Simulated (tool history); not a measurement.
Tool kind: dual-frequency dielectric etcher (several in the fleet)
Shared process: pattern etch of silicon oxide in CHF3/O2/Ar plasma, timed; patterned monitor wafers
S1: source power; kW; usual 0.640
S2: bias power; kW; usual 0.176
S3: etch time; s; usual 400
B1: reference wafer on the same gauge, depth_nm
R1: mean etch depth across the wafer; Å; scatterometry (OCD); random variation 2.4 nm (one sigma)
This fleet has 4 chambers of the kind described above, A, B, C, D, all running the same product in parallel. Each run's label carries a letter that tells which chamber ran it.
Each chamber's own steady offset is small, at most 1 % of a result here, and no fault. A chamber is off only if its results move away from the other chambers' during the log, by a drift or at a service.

Run 1D, hour 10.1: usual settings; B1 807.11. Result: R1 8007.2 Å.
At hour 13.3: chamber A: wet clean of the chamber.
Run 2B, hour 17.8: usual settings; B1 807.98. Result: R1 7978.5 Å.
Run 3C, hour 23.7: usual settings; B1 806.94. Result: R1 7970.2 Å.
Run 4A, hour 32.5: usual settings; B1 806.83. Result: R1 8040.7 Å.
Run 5A, hour 38.6: usual settings; B1 807.10. Result: R1 8041.3 Å.
Run 6C, hour 45.5: usual settings but S2 0.210 kW; B1 807.41. Result: R1 8442.9 Å.
Run 7B, hour 53.8: usual settings but S2 0.210 kW; B1 806.89. Result: R1 8480.0 Å.
Run 8D, hour 61.4: usual settings but S2 0.210 kW; B1 806.34. Result: R1 8533.3 Å.
Run 9D, hour 72.1: usual settings but S2 0.210 kW; B1 806.70. Result: R1 8495.6 Å.
Run 10C, hour 79.0: usual settings; B1 807.14. Result: R1 8014.2 Å.
Run 11B, hour 85.7: usual settings; B1 806.61. Result: R1 7957.4 Å.
Run 12A, hour 92.8: usual settings; B1 807.82. Result: R1 8056.2 Å.
Run 13C, hour 101.1: usual settings; B1 807.00. Result: R1 7964.2 Å.
Run 14A, hour 106.8: usual settings; B1 807.06. Result: R1 8002.8 Å.
Run 15B, hour 113.5: usual settings; B1 807.27. Result: R1 8005.5 Å.
Run 16D, hour 121.9: usual settings but S2 0.194 kW; B1 807.22. Result: R1 8239.5 Å.
Run 17B, hour 131.1: usual settings but S2 0.194 kW; B1 806.76. Result: R1 8258.7 Å.
At hour 132.7: chamber B: wet clean of the chamber.
Run 18D, hour 140.7: usual settings but S2 0.194 kW; B1 807.01. Result: R1 8278.2 Å.
Run 19A, hour 150.1: usual settings but S2 0.194 kW; B1 807.16. Result: R1 8331.9 Å.
Run 20C, hour 155.1: usual settings but S1 0.690 kW; B1 807.66. Result: R1 8230.0 Å.
Run 21D, hour 162.9: usual settings but S1 0.690 kW; B1 807.26. Result: R1 8211.0 Å.
Run 22A, hour 172.7: usual settings but S1 0.690 kW; B1 806.44. Result: R1 8258.9 Å.
At hour 176.9: chamber D: wet clean of the chamber.
Run 23C, hour 181.6: usual settings but S1 0.690 kW; B1 806.61. Result: R1 8234.3 Å.
Run 24B, hour 188.8: usual settings; B1 807.07. Result: R1 8004.6 Å.
Run 25A, hour 195.2: usual settings; B1 807.23. Result: R1 8026.0 Å.
Run 26B, hour 201.6: usual settings; B1 807.63. Result: R1 7999.7 Å.
Run 27C, hour 210.3: usual settings; B1 807.76. Result: R1 8009.0 Å.
Run 28D, hour 216.2: usual settings; B1 806.81. Result: R1 7959.1 Å.
Run 29C, hour 226.9: usual settings; B1 807.92. Result: R1 7980.6 Å.
At hour 228.4: chamber B: bias power generator calibrated.
Run 30D, hour 235.4: usual settings; B1 806.44. Result: R1 7980.9 Å.
Run 31B, hour 245.2: usual settings; B1 807.28. Result: R1 7996.0 Å.
Run 32A, hour 253.5: usual settings; B1 806.85. Result: R1 8057.7 Å.
Run 33D, hour 263.2: usual settings; B1 807.07. Result: R1 8029.9 Å.
Run 34C, hour 270.5: usual settings; B1 806.69. Result: R1 7997.2 Å.
Run 35A, hour 281.2: usual settings but S1 0.790 kW, S2 0.190 kW; B1 807.14. Result: R1 8960.7 Å.
Run 36B, hour 289.4: usual settings but S1 0.790 kW, S2 0.190 kW; B1 807.27. Result: R1 8890.6 Å.
Run 37B, hour 300.6: usual settings but S1 0.790 kW, S2 0.190 kW; B1 806.80. Result: R1 8917.3 Å.
Run 38A, hour 308.2: usual settings but S1 0.790 kW, S2 0.190 kW; B1 807.25. Result: R1 8929.6 Å.
Run 39D, hour 318.8: usual settings; B1 806.55. Result: R1 7980.6 Å.
Run 40C, hour 327.9: usual settings; B1 806.57. Result: R1 7952.3 Å.
Run 41C, hour 336.4: usual settings; B1 806.88. Result: R1 7945.5 Å.
Run 42A, hour 344.9: usual settings; B1 807.20. Result: R1 8056.0 Å.

For the next run the whole fleet of 4 chambers uses the same settings. Give each chamber's results:
Run 43A, hour 353.0: usual settings. Result: R1 ?.
Run 43B, hour 353.0: usual settings. Result: R1 ?.
Run 43C, hour 353.0: usual settings. Result: R1 ?.
Run 43D, hour 353.0: usual settings. Result: R1 ?.

run      R1
43A  8086.5
43B  7970.4
43C  7988.9
43D  7969.0

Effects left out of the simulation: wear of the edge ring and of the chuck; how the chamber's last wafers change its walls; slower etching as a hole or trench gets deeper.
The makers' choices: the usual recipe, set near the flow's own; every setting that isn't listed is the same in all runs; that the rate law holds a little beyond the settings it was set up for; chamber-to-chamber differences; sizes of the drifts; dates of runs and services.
